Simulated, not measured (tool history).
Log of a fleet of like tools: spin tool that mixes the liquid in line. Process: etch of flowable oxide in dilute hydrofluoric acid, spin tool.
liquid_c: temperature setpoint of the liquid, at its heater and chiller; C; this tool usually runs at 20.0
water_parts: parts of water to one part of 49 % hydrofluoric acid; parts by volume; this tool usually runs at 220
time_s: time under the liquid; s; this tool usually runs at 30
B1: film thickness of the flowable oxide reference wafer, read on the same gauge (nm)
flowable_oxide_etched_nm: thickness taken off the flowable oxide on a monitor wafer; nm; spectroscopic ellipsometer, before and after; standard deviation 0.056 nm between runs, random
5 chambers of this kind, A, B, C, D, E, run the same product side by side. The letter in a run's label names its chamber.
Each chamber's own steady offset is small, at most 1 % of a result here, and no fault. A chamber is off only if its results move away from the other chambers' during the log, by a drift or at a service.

At hour 8.8: chamber E: hydrofluoric acid flow meter replaced.
Run 1B, hour 9.2: usual settings; B1 150.03. Result: flowable_oxide_etched_nm 6.6226 nm.
Run 2E, hour 18.7: usual settings; B1 150.02. Result: flowable_oxide_etched_nm 6.6523 nm.
Run 3C, hour 26.3: usual settings; B1 150.01. Result: flowable_oxide_etched_nm 6.7099 nm.
Run 4A, hour 36.5: usual settings; B1 150.03. Result: flowable_oxide_etched_nm 6.5877 nm.
Run 5D, hour 48.6: usual settings; B1 149.98. Result: flowable_oxide_etched_nm 6.6898 nm.
Run 6B, hour 62.8: usual settings; B1 150.02. Result: flowable_oxide_etched_nm 6.5733 nm.
Run 7A, hour 69.6: usual settings; B1 149.99. Result: flowable_oxide_etched_nm 6.5584 nm.
Run 8E, hour 83.7: usual settings; B1 150.02. Result: flowable_oxide_etched_nm 6.5864 nm.
Run 9D, hour 92.8: usual settings but liquid_c 24.5 C, time_s 45 s; B1 150.03. Result: flowable_oxide_etched_nm 11.7390 nm.
Run 10C, hour 100.0: usual settings but liquid_c 24.5 C, time_s 45 s; B1 149.96. Result: flowable_oxide_etched_nm 11.9210 nm.
Run 11C, hour 109.4: usual settings but liquid_c 24.5 C, time_s 45 s; B1 149.98. Result: flowable_oxide_etched_nm 11.7840 nm.
Run 12E, hour 117.9: usual settings but liquid_c 24.5 C, time_s 45 s; B1 149.99. Result: flowable_oxide_etched_nm 11.6350 nm.
Run 13B, hour 131.1: usual settings but liquid_c 24.5 C, time_s 45 s; B1 150.00. Result: flowable_oxide_etched_nm 11.7000 nm.
Run 14D, hour 138.6: usual settings but water_parts 180 parts by volume, time_s 40 s; B1 150.02. Result: flowable_oxide_etched_nm 11.4150 nm.
At hour 147.5: chamber A: thermometer replaced.
Run 15A, hour 151.5: usual settings but water_parts 180 parts by volume, time_s 40 s; B1 149.98. Result: flowable_oxide_etched_nm 11.1530 nm.
Run 16E, hour 160.6: usual settings but water_parts 180 parts by volume, time_s 40 s; B1 150.01. Result: flowable_oxide_etched_nm 10.9800 nm.
At hour 165.8: chamber B: thermometer replaced.
Run 17D, hour 172.5: usual settings but water_parts 180 parts by volume, time_s 40 s; B1 150.02. Result: flowable_oxide_etched_nm 11.3980 nm.
Run 18B, hour 182.9: usual settings but water_parts 180 parts by volume, time_s 40 s; B1 150.02. Result: flowable_oxide_etched_nm 11.1040 nm.
Run 19A, hour 191.5: usual settings; B1 149.99. Result: flowable_oxide_etched_nm 6.5365 nm.
Run 20C, hour 205.6: usual settings; B1 150.01. Result: flowable_oxide_etched_nm 6.6393 nm.
Run 21E, hour 212.8: usual settings; B1 150.00. Result: flowable_oxide_etched_nm 6.5290 nm.
Run 22A, hour 222.4: usual settings; B1 149.99. Result: flowable_oxide_etched_nm 6.6000 nm.
Run 23D, hour 229.0: usual settings; B1 150.01. Result: flowable_oxide_etched_nm 6.8466 nm.
Run 24B, hour 238.9: usual settings; B1 150.01. Result: flowable_oxide_etched_nm 6.6688 nm.
Run 25C, hour 245.9: usual settings; B1 149.99. Result: flowable_oxide_etched_nm 6.6652 nm.
Run 26A, hour 252.6: usual settings; B1 150.00. Result: flowable_oxide_etched_nm 6.5904 nm.
Run 27B, hour 265.8: usual settings; B1 149.97. Result: flowable_oxide_etched_nm 6.5932 nm.
Run 28D, hour 280.8: usual settings; B1 149.98. Result: flowable_oxide_etched_nm 6.9339 nm.
Run 29E, hour 294.3: usual settings; B1 150.00. Result: flowable_oxide_etched_nm 6.6665 nm.
Run 30C, hour 301.0: usual settings; B1 150.00. Result: flowable_oxide_etched_nm 6.7267 nm.
Run 31D, hour 311.6: usual settings but time_s 20 s; B1 149.98. Result: flowable_oxide_etched_nm 4.7351 nm.
Run 32E, hour 318.2: usual settings but time_s 20 s; B1 149.98. Result: flowable_oxide_etched_nm 4.4185 nm.
Run 33B, hour 332.4: usual settings but time_s 20 s; B1 150.02. Result: flowable_oxide_etched_nm 4.3896 nm.
Run 34A, hour 341.1: usual settings but time_s 20 s; B1 149.95. Result: flowable_oxide_etched_nm 4.3622 nm.
Run 35C, hour 356.1: usual settings but time_s 20 s; B1 150.03. Result: flowable_oxide_etched_nm 4.4439 nm.
Run 36D, hour 364.4: usual settings; B1 150.00. Result: flowable_oxide_etched_nm 7.2270 nm.
Run 37A, hour 376.6: usual settings; B1 149.99. Result: flowable_oxide_etched_nm 6.4787 nm.
Run 38B, hour 391.1: usual settings; B1 150.00. Result: flowable_oxide_etched_nm 6.5193 nm.
Run 39C, hour 402.7: usual settings but time_s 20 s; B1 150.03. Result: flowable_oxide_etched_nm 4.4587 nm.

Is one chamber out of step, is the gauge drifting, or do the chambers differ by no more than their own small offsets? For an off chamber, give its letter and the likeliest cause.

It is chamber D that slowly wanders off from its peers.
Cause: liquid hotter than its thermometer reads (K) = 2.57.
Not necessarily distinguishable in this log from: hydrofluoric acid flow above the setpoint (%).

Which of the 4 candidates below, each the usual settings with something changed and its results left as question marks, puts chamber D back in line with what the other chambers give on the usual settings?
Allowed miss from the other chambers' usual-settings mean, per result, to count as in line: flowable_oxide_etched_nm 0.1900 nm
Run 40D-1, hour 413.4: usual settings but liquid_c 17.0 C. Result: flowable_oxide_etched_nm ?.
Run 40D-2, hour 413.4: usual settings but liquid_c 19.5 C, water_parts 250 parts by volume. Result: flowable_oxide_etched_nm ?.
Run 40D-3, hour 413.4: usual settings but liquid_c 20.5 C, time_s 35 s. Result: flowable_oxide_etched_nm ?.
Run 40D-4, hour 413.4: usual settings but liquid_c 23.0 C. Result: flowable_oxide_etched_nm ?.

What the other chambers average on the usual settings: flowable_oxide_etched_nm 6.5760 nm
  run  flowable_oxide_etched_nm
40D-1                    6.5102
40D-2                    6.1190
40D-3                    8.6474
40D-4                    8.1057
Change 40D-1 lands the chamber within the allowed miss of the other chambers.
